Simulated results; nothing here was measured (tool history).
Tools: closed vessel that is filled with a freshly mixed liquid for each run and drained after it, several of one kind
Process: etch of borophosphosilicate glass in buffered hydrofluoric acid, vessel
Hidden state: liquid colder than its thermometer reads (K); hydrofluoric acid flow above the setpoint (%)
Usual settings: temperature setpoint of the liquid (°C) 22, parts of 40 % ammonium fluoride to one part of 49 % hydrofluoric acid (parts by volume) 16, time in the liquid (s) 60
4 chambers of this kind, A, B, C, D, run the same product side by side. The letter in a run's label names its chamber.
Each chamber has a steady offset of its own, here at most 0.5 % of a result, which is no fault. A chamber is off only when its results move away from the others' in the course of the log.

run    day  temperature setpoint of the liquid (°C)  parts of 40 % ammonium fluoride to one part of 49 % hydrofluoric acid (parts by volume)  time in the liquid (s)  hours since the thermometer was replaced  hours since the hydrofluoric acid flow meter was replaced  read-back film thickness of the borophosphosilicate glass reference wafer, read on the same gauge (nm)  thickness taken off the borophosphosilicate glass on a monitor wafer (Å)
 1B  0.338                                       22                                                                                       16                      60                                     280.3                                                      280.6                                                                                                  50.011                                                                    573.69
 2C  0.571                                       22                                                                                       16                      60                                    1566.8                                                      264.5                                                                                                  50.001                                                                    567.91
 3D  0.938                                       22                                                                                       16                      60                                     238.6                                                      746.6                                                                                                  49.991                                                                    573.15
 4A  1.212                                       22                                                                                       16                      60                                    1416.9                                                      485.5                                                                                                  50.004                                                                    571.21
 5A  1.571                                       22                                                                                       16                      60                                    1425.5                                                      494.1                                                                                                  49.984                                                                    572.91
 6D   1.85                                       22                                                                                       16                      60                                     260.5                                                      768.5                                                                                                  50.013                                                                    572.62
 7C  2.267                                       22                                                                                       16                      60                                    1607.5                                                      305.2                                                                                                  49.984                                                                    571.27
 8B  2.638                                       22                                                                                       16                      60                                     335.5                                                      335.8                                                                                                  49.992                                                                    569.71
 9A  2.904                                       22                                                                                       16                      60                                    1457.5                                                      526.1                                                                                                  49.998                                                                    572.74
10D   3.15                                       22                                                                                       16                      60                                     291.7                                                      799.7                                                                                                  49.983                                                                    568.31
11B  3.438                                       22                                                                                       16                      60                                     354.7                                                        355                                                                                                  49.983                                                                    570.03
12C  3.704                                       22                                                                                       16                      60                                      1642                                                      339.7                                                                                                  50.007                                                                    575.46
13D  3.967                                       22                                                                                       16                      60                                     311.3                                                      819.3                                                                                                  49.966                                                                    568.82
14B  4.421                                       22                                                                                       16                      60                                     378.3                                                      378.6                                                                                                  50.013                                                                    569.93
15A  4.808                                       22                                                                                       16                      60                                    1503.2                                                      571.8                                                                                                  50.022                                                                    571.53
16C  5.221                                       17                                                                                       16                      75                                    1678.4                                                      376.1                                                                                                  50.013                                                                    541.51
17D  5.517                                       17                                                                                       16                      75                                     348.5                                                      856.5                                                                                                   49.99                                                                    540.05
     5.683  -- chamber C: thermometer replaced
18C  5.971                                       17                                                                                       16                      75                                       6.9                                                      394.1                                                                                                  49.994                                                                    537.48
     6.146  -- chamber A: hydrofluoric acid flow meter replaced
19B  6.283                                       17                                                                                       16                      75                                       423                                                      423.3                                                                                                  49.971                                                                    538.37
20A  6.683                                       22                                                                                       16                      40                                    1548.2                                                         13                                                                                                  49.996                                                                    382.44
21C  7.008                                       22                                                                                       16                      40                                      31.8                                                        419                                                                                                  50.004                                                                    381.97
22B  7.496                                       22                                                                                       16                      40                                     452.1                                                      452.4                                                                                                  50.005                                                                    379.78
23D  7.912                                       22                                                                                       16                      40                                       406                                                        914                                                                                                  49.988                                                                    381.82
24A  8.362                                       22                                                                                       16                      60                                    1588.5                                                       53.3                                                                                                  50.003                                                                    575.72
25D  8.692                                       22                                                                                       16                      60                                     424.7                                                      932.7                                                                                                  49.998                                                                    573.56
26B  9.025                                       22                                                                                       16                      60                                     488.8                                                      489.1                                                                                                  49.968                                                                    571.59
27A  9.271                                       22                                                                                       16                      60                                    1610.3                                                       75.1                                                                                                  50.017                                                                    576.46
28C  9.625                                       22                                                                                       16                      60                                      94.6                                                      481.8                                                                                                  50.006                                                                    572.29

What goes on in this fleet: one chamber off, a drifting gauge, or nothing beyond the chambers' own small offsets? Name the chamber and the cause, if any.

No chamber stands off beyond its own small offset, and the gauge holds steady.
